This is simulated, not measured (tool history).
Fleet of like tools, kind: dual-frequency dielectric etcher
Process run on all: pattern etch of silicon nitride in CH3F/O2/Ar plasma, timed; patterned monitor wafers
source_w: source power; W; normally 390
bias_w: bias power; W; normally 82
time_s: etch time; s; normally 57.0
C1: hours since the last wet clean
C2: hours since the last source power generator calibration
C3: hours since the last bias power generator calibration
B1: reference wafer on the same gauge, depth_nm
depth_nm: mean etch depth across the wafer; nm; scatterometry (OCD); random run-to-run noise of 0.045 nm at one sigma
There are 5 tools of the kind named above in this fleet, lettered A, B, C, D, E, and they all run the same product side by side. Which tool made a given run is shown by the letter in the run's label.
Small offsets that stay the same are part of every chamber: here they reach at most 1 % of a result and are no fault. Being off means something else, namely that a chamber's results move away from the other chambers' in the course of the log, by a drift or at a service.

run 1A hour=10.1 | source_w=390 bias_w=82 time_s=57.0 | C1=513.7 C2=2320.7 C3=638.1 | B1=38.611 | depth_nm=41.076
run 2D hour=23.1 | source_w=390 bias_w=82 time_s=57.0 | C1=83.9 C2=721.8 C3=812.9 | B1=38.596 | depth_nm=41.212
run 3C hour=31.5 | source_w=390 bias_w=82 time_s=57.0 | C1=217.2 C2=1628.8 C3=153.6 | B1=38.584 | depth_nm=41.654
run 4B hour=38.7 | source_w=390 bias_w=82 time_s=57.0 | C1=221.1 C2=497.0 C3=1418.4 | B1=38.589 | depth_nm=41.110
run 5E hour=44.9 | source_w=390 bias_w=82 time_s=57.0 | C1=142.3 C2=1959.0 C3=1046.1 | B1=38.580 | depth_nm=41.079
run 6E hour=53.7 | source_w=390 bias_w=82 time_s=57.0 | C1=151.1 C2=1967.8 C3=1054.9 | B1=38.578 | depth_nm=41.080
run 7D hour=61.1 | source_w=390 bias_w=82 time_s=57.0 | C1=121.9 C2=759.8 C3=850.9 | B1=38.584 | depth_nm=41.203
-- hour=71.7 chamber A: source power generator calibrated
run 8A hour=72.3 | source_w=390 bias_w=82 time_s=57.0 | C1=575.9 C2=0.6 C3=700.3 | B1=38.583 | depth_nm=41.165
run 9B hour=78.8 | source_w=390 bias_w=82 time_s=57.0 | C1=261.2 C2=537.1 C3=1458.5 | B1=38.564 | depth_nm=41.124
run 10C hour=90.8 | source_w=390 bias_w=82 time_s=57.0 | C1=276.5 C2=1688.1 C3=212.9 | B1=38.557 | depth_nm=41.708
run 11A hour=97.3 | source_w=310 bias_w=97 time_s=57.0 | C1=600.9 C2=25.6 C3=725.3 | B1=38.562 | depth_nm=40.142
run 12C hour=106.4 | source_w=310 bias_w=97 time_s=57.0 | C1=292.1 C2=1703.7 C3=228.5 | B1=38.558 | depth_nm=40.615
-- hour=119.2 chamber A: wet clean of the chamber
run 13B hour=120.6 | source_w=310 bias_w=97 time_s=57.0 | C1=303.0 C2=578.9 C3=1500.3 | B1=38.555 | depth_nm=39.963
run 14D hour=129.7 | source_w=310 bias_w=97 time_s=57.0 | C1=190.5 C2=828.4 C3=919.5 | B1=38.545 | depth_nm=40.193
run 15E hour=143.6 | source_w=310 bias_w=97 time_s=57.0 | C1=241.0 C2=2057.7 C3=1144.8 | B1=38.539 | depth_nm=40.136
run 16A hour=155.0 | source_w=390 bias_w=82 time_s=57.0 | C1=35.8 C2=83.3 C3=783.0 | B1=38.531 | depth_nm=41.118
run 17B hour=167.3 | source_w=480 bias_w=82 time_s=73.5 | C1=349.7 C2=625.6 C3=1547.0 | B1=38.522 | depth_nm=57.363
run 18C hour=181.0 | source_w=480 bias_w=82 time_s=73.5 | C1=366.7 C2=1778.3 C3=303.1 | B1=38.525 | depth_nm=57.994
run 19E hour=193.6 | source_w=480 bias_w=82 time_s=73.5 | C1=291.0 C2=2107.7 C3=1194.8 | B1=38.515 | depth_nm=57.156
run 20D hour=206.4 | source_w=480 bias_w=82 time_s=73.5 | C1=267.2 C2=905.1 C3=996.2 | B1=38.515 | depth_nm=57.303
-- hour=214.2 chamber B: wet clean of the chamber
run 21D hour=218.7 | source_w=480 bias_w=82 time_s=73.5 | C1=279.5 C2=917.4 C3=1008.5 | B1=38.500 | depth_nm=57.268
run 22A hour=225.3 | source_w=300 bias_w=90 time_s=57.0 | C1=106.1 C2=153.6 C3=853.3 | B1=38.494 | depth_nm=38.568
run 23C hour=237.7 | source_w=300 bias_w=90 time_s=57.0 | C1=423.4 C2=1835.0 C3=359.8 | B1=38.493 | depth_nm=39.012
run 24B hour=246.3 | source_w=300 bias_w=90 time_s=57.0 | C1=32.2 C2=704.6 C3=1626.0 | B1=38.499 | depth_nm=38.364
run 25E hour=257.9 | source_w=300 bias_w=90 time_s=57.0 | C1=355.3 C2=2172.0 C3=1259.1 | B1=38.485 | depth_nm=38.513
run 26A hour=270.7 | source_w=300 bias_w=90 time_s=57.0 | C1=151.5 C2=199.0 C3=898.7 | B1=38.476 | depth_nm=38.547
run 27D hour=280.4 | source_w=390 bias_w=82 time_s=57.0 | C1=341.2 C2=979.1 C3=1070.2 | B1=38.475 | depth_nm=41.082
run 28E hour=288.7 | source_w=390 bias_w=82 time_s=57.0 | C1=386.1 C2=2202.8 C3=1289.9 | B1=38.466 | depth_nm=40.982
run 29C hour=302.7 | source_w=390 bias_w=82 time_s=57.0 | C1=488.4 C2=1900.0 C3=424.8 | B1=38.465 | depth_nm=41.528
run 30B hour=311.5 | source_w=390 bias_w=82 time_s=57.0 | C1=97.4 C2=769.8 C3=1691.2 | B1=38.452 | depth_nm=40.945
run 31C hour=320.0 | source_w=390 bias_w=82 time_s=57.0 | C1=505.7 C2=1917.3 C3=442.1 | B1=38.455 | depth_nm=41.477
run 32A hour=329.8 | source_w=390 bias_w=82 time_s=57.0 | C1=210.6 C2=258.1 C3=957.8 | B1=38.463 | depth_nm=41.012
run 33B hour=342.5 | source_w=390 bias_w=82 time_s=57.0 | C1=128.4 C2=800.8 C3=1722.2 | B1=38.449 | depth_nm=40.931
run 34E hour=354.4 | source_w=390 bias_w=82 time_s=57.0 | C1=451.8 C2=2268.5 C3=1355.6 | B1=38.444 | depth_nm=41.045
run 35D hour=361.1 | source_w=390 bias_w=82 time_s=57.0 | C1=421.9 C2=1059.8 C3=1150.9 | B1=38.446 | depth_nm=41.042
run 36C hour=372.1 | source_w=390 bias_w=82 time_s=57.0 | C1=557.8 C2=1969.4 C3=494.2 | B1=38.437 | depth_nm=41.454
run 37D hour=381.6 | source_w=390 bias_w=82 time_s=57.0 | C1=442.4 C2=1080.3 C3=1171.4 | B1=38.435 | depth_nm=41.043

All 5 chambers run these settings next. Forecast each chamber's results:
run 38A hour=391.8 | source_w=390 bias_w=73 time_s=57.0 | depth_nm=?
run 38B hour=391.8 | source_w=390 bias_w=73 time_s=57.0 | depth_nm=?
run 38C hour=391.8 | source_w=390 bias_w=73 time_s=57.0 | depth_nm=?
run 38D hour=391.8 | source_w=390 bias_w=73 time_s=57.0 | depth_nm=?
run 38E hour=391.8 | source_w=390 bias_w=73 time_s=57.0 | depth_nm=?

run=38A depth_nm=39.374
run=38B depth_nm=39.360
run=38C depth_nm=39.854
run=38D depth_nm=39.401
run=38E depth_nm=39.326

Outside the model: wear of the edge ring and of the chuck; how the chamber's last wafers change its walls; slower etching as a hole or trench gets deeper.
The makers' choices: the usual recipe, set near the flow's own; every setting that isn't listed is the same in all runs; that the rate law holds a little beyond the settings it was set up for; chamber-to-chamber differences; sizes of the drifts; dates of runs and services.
